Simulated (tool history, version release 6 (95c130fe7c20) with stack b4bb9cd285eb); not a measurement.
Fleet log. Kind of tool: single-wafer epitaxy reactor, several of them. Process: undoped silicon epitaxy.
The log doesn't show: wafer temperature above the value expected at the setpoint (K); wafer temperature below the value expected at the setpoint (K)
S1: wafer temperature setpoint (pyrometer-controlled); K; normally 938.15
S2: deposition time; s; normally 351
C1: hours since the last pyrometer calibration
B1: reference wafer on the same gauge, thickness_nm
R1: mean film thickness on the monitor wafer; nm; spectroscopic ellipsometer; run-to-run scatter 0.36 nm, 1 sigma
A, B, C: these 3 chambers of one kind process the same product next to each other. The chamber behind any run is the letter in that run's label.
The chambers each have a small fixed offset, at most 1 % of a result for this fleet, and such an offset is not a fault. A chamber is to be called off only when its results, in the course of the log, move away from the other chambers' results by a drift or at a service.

run,hour,S1,S2,C1,B1,R1
1A,5.4,938.15,351,1347.3,67.989,81.129
2C,9.9,938.15,351,504.5,67.989,81.852
3B,14.1,938.15,351,1037.1,68.026,81.653
4A,17.6,938.15,351,1359.5,67.955,80.911
5B,20.6,938.15,351,1043.6,68.081,81.15
6C,25.5,938.15,351,520.1,67.976,82.812
7B,30.7,938.15,351,1053.7,67.965,80.869
8C,34.7,938.15,351,529.3,67.964,82.853
9A,39.5,938.15,351,1381.4,67.986,81.464
10B,45,938.15,351,1068,67.937,81.799
11C,47.9,938.15,351,542.5,67.982,81.882
12A,51.8,938.15,351,1393.7,68.031,81.568
13A,57.9,938.15,351,1399.8,67.996,81.859
14C,61.3,938.15,351,555.9,68.015,82.275
15B,64.1,938.15,351,1087.1,68.049,81.742
16B,67.2,938.15,351,1090.2,67.996,80.987
17A,71.9,938.15,351,1413.8,68.04,82.539
18C,76.7,938.15,351,571.3,67.951,82.534
19B,81.5,938.15,351,1104.5,68.075,81.497
20C,86.6,938.15,351,581.2,68.079,82.034
21A,90.4,938.15,351,1432.3,67.973,82.821
22B,93.5,938.15,351,1116.5,68.041,82.125
23C,97.4,938.15,351,592,68.035,82.706
24A,100.6,938.15,351,1442.5,67.979,82.599
25B,105.9,938.15,351,1128.9,68.024,81.429
26A,110.6,938.15,351,1452.5,67.946,83.285
27C,113.7,938.15,351,608.3,68.037,82.118
28B,117.4,938.15,351,1140.4,68.003,81.816

Is one chamber off against the others, does the gauge drift, or is nothing wrong? If a chamber is off, say which, and what the likeliest cause is.

It is chamber A that slowly wanders off from its peers.
Most likely cause: wafer temperature above the value expected at the setpoint (K) = 1.54.

Below are 4 candidate recipes for chamber A's next run, each the usual settings with a change, their results shown as question marks. Which of them brings A's results back in line with what the other chambers give on the usual settings?
Allowed miss from the other chambers' usual-settings mean, per result, to count as in line: R1 1.3 nm
29A-1,121.8,939.15,353,,,?
29A-2,121.8,937.15,349,,,?
29A-3,121.8,936.15,346,,,?
29A-4,121.8,940.15,356,,,?

Mean of the other chambers on the usual settings: R1 81.855 nm
run,R1
29A-1,86.17
29A-2,81.656
29A-3,79.25
29A-4,88.758
29A-2 puts the chamber back in line with the other chambers.

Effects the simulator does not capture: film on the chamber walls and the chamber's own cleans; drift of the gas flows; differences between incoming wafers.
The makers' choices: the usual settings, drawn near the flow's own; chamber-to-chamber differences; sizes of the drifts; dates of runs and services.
